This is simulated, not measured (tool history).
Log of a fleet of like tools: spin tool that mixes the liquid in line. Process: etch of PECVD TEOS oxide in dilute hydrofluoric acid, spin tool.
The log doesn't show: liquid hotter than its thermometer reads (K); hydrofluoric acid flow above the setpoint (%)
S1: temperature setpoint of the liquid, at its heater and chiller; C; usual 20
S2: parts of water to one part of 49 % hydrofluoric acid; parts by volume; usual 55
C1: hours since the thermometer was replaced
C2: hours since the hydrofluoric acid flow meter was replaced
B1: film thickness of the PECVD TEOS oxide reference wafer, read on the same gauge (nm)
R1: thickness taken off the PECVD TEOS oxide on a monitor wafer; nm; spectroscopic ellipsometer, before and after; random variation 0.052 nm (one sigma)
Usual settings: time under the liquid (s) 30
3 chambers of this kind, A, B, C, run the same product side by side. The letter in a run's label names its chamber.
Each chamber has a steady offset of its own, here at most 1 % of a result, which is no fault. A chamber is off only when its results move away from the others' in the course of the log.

{"run": "1A", "day": 0.467, "S1": 20, "S2": 55, "time under the liquid (s)": 30, "C1": 652.2, "C2": 498.9, "B1": 99.978, "R1": 6.6155}
{"run": "2B", "day": 0.708, "S1": 20, "S2": 55, "time under the liquid (s)": 30, "C1": 200.1, "C2": 970.2, "B1": 99.993, "R1": 6.6812}
{"run": "3C", "day": 1.05, "S1": 20, "S2": 55, "time under the liquid (s)": 30, "C1": 329.8, "C2": 1947.8, "B1": 99.988, "R1": 6.6858}
{"run": "4A", "day": 1.538, "S1": 20, "S2": 55, "time under the liquid (s)": 30, "C1": 677.9, "C2": 524.6, "B1": 100.01, "R1": 6.6053}
{"run": "5B", "day": 2.058, "S1": 20, "S2": 55, "time under the liquid (s)": 30, "C1": 232.5, "C2": 1002.6, "B1": 99.991, "R1": 6.5439}
{"day": 2.221, "done": "chamber C: hydrofluoric acid flow meter replaced"}
{"run": "6C", "day": 2.521, "S1": 20, "S2": 55, "time under the liquid (s)": 30, "C1": 365.1, "C2": 7.3, "B1": 99.964, "R1": 6.6247}
{"run": "7B", "day": 3.012, "S1": 20, "S2": 70, "time under the liquid (s)": 40, "C1": 255.4, "C2": 1025.5, "B1": 99.986, "R1": 6.801}
{"run": "8C", "day": 3.317, "S1": 20, "S2": 70, "time under the liquid (s)": 40, "C1": 384.2, "C2": 26.4, "B1": 100.02, "R1": 6.9006}
{"run": "9A", "day": 3.696, "S1": 20, "S2": 70, "time under the liquid (s)": 40, "C1": 729.7, "C2": 576.4, "B1": 99.996, "R1": 6.7975}
{"run": "10A", "day": 4.183, "S1": 20, "S2": 55, "time under the liquid (s)": 30, "C1": 741.4, "C2": 588.1, "B1": 100.03, "R1": 6.5441}
{"run": "11C", "day": 4.592, "S1": 20, "S2": 55, "time under the liquid (s)": 30, "C1": 414.8, "C2": 57, "B1": 100.03, "R1": 6.6582}
{"run": "12B", "day": 4.867, "S1": 20, "S2": 55, "time under the liquid (s)": 30, "C1": 299.9, "C2": 1070, "B1": 99.974, "R1": 6.762}
{"run": "13C", "day": 5.275, "S1": 20, "S2": 55, "time under the liquid (s)": 30, "C1": 431.2, "C2": 73.4, "B1": 99.984, "R1": 6.5087}
{"run": "14B", "day": 5.529, "S1": 20, "S2": 55, "time under the liquid (s)": 30, "C1": 315.8, "C2": 1085.9, "B1": 99.997, "R1": 6.6968}
{"run": "15A", "day": 5.838, "S1": 20, "S2": 55, "time under the liquid (s)": 30, "C1": 781.1, "C2": 627.8, "B1": 99.994, "R1": 6.544}
{"run": "16C", "day": 6.288, "S1": 20, "S2": 55, "time under the liquid (s)": 30, "C1": 455.5, "C2": 97.7, "B1": 100.01, "R1": 6.6968}
{"run": "17A", "day": 6.729, "S1": 20, "S2": 55, "time under the liquid (s)": 30, "C1": 802.5, "C2": 649.2, "B1": 99.964, "R1": 6.5473}
{"run": "18B", "day": 7.229, "S1": 20, "S2": 55, "time under the liquid (s)": 30, "C1": 356.6, "C2": 1126.7, "B1": 99.975, "R1": 6.7942}
{"run": "19B", "day": 7.538, "S1": 20, "S2": 55, "time under the liquid (s)": 30, "C1": 364, "C2": 1134.1, "B1": 99.998, "R1": 6.8357}
{"run": "20C", "day": 7.975, "S1": 20, "S2": 55, "time under the liquid (s)": 30, "C1": 496, "C2": 138.2, "B1": 100.05, "R1": 6.6312}
{"run": "21A", "day": 8.438, "S1": 20, "S2": 55, "time under the liquid (s)": 30, "C1": 843.5, "C2": 690.2, "B1": 100.01, "R1": 6.5936}
{"run": "22C", "day": 8.746, "S1": 23, "S2": 35, "time under the liquid (s)": 30, "C1": 514.5, "C2": 156.7, "B1": 99.978, "R1": 11.949}
{"run": "23B", "day": 9.038, "S1": 23, "S2": 35, "time under the liquid (s)": 30, "C1": 400, "C2": 1170.1, "B1": 99.996, "R1": 12.546}
{"run": "24A", "day": 9.388, "S1": 23, "S2": 35, "time under the liquid (s)": 30, "C1": 866.3, "C2": 713, "B1": 99.961, "R1": 11.907}
{"run": "25B", "day": 9.879, "S1": 20, "S2": 55, "time under the liquid (s)": 20, "C1": 420.2, "C2": 1190.3, "B1": 99.97, "R1": 4.6452}
{"run": "26C", "day": 10.371, "S1": 20, "S2": 55, "time under the liquid (s)": 20, "C1": 553.5, "C2": 195.7, "B1": 99.954, "R1": 4.455}
{"run": "27A", "day": 10.867, "S1": 20, "S2": 55, "time under the liquid (s)": 20, "C1": 901.8, "C2": 748.5, "B1": 99.973, "R1": 4.4512}
{"run": "28C", "day": 11.383, "S1": 20, "S2": 55, "time under the liquid (s)": 30, "C1": 577.8, "C2": 220, "B1": 99.984, "R1": 6.659}
{"run": "29A", "day": 11.9, "S1": 21.5, "S2": 55, "time under the liquid (s)": 30, "C1": 926.6, "C2": 773.3, "B1": 99.999, "R1": 7.065}
{"run": "30B", "day": 12.242, "S1": 21.5, "S2": 55, "time under the liquid (s)": 30, "C1": 476.9, "C2": 1247, "B1": 100.01, "R1": 7.5424}
{"run": "31A", "day": 12.775, "S1": 21.5, "S2": 55, "time under the liquid (s)": 30, "C1": 947.6, "C2": 794.3, "B1": 100.02, "R1": 6.9357}
{"run": "32C", "day": 13.058, "S1": 20, "S2": 55, "time under the liquid (s)": 30, "C1": 618, "C2": 260.2, "B1": 99.958, "R1": 6.5466}
{"run": "33B", "day": 13.521, "S1": 20, "S2": 55, "time under the liquid (s)": 30, "C1": 507.6, "C2": 1277.7, "B1": 99.996, "R1": 7.1063}
{"run": "34B", "day": 14.025, "S1": 20, "S2": 55, "time under the liquid (s)": 30, "C1": 519.7, "C2": 1289.8, "B1": 100.01, "R1": 7.1344}
{"run": "35A", "day": 14.354, "S1": 20, "S2": 55, "time under the liquid (s)": 30, "C1": 985.5, "C2": 832.2, "B1": 100.01, "R1": 6.6041}
{"run": "36C", "day": 14.904, "S1": 20, "S2": 75, "time under the liquid (s)": 30, "C1": 662.3, "C2": 304.5, "B1": 100.04, "R1": 4.7804}
{"run": "37A", "day": 15.333, "S1": 20, "S2": 75, "time under the liquid (s)": 30, "C1": 1009, "C2": 855.7, "B1": 100.01, "R1": 4.7459}
{"run": "38B", "day": 15.729, "S1": 20, "S2": 75, "time under the liquid (s)": 30, "C1": 560.6, "C2": 1330.7, "B1": 99.986, "R1": 5.1367}
{"run": "39C", "day": 16.017, "S1": 24.5, "S2": 30, "time under the liquid (s)": 30, "C1": 689, "C2": 331.2, "B1": 100.02, "R1": 14.948}
{"run": "40A", "day": 16.567, "S1": 24.5, "S2": 30, "time under the liquid (s)": 30, "C1": 1038.6, "C2": 885.3, "B1": 100.02, "R1": 15.004}
{"run": "41C", "day": 16.867, "S1": 24.5, "S2": 30, "time under the liquid (s)": 30, "C1": 709.4, "C2": 351.6, "B1": 100.04, "R1": 14.904}
{"run": "42B", "day": 17.117, "S1": 20, "S2": 55, "time under the liquid (s)": 30, "C1": 593.9, "C2": 1364, "B1": 99.979, "R1": 7.2972}
{"run": "43C", "day": 17.562, "S1": 20, "S2": 55, "time under the liquid (s)": 30, "C1": 726.1, "C2": 368.3, "B1": 99.992, "R1": 6.6702}
{"run": "44B", "day": 17.842, "S1": 20, "S2": 55, "time under the liquid (s)": 30, "C1": 611.3, "C2": 1381.4, "B1": 100, "R1": 7.3626}

Next, every chamber runs the same settings. What will each give?
{"run": "45A", "day": 18.238, "S1": 20, "S2": 55, "time under the liquid (s)": 30, "R1": "?"}
{"run": "45B", "day": 18.238, "S1": 20, "S2": 55, "time under the liquid (s)": 30, "R1": "?"}
{"run": "45C", "day": 18.238, "S1": 20, "S2": 55, "time under the liquid (s)": 30, "R1": "?"}

run=45A R1=6.6704
run=45B R1=7.3444
run=45C R1=6.7206

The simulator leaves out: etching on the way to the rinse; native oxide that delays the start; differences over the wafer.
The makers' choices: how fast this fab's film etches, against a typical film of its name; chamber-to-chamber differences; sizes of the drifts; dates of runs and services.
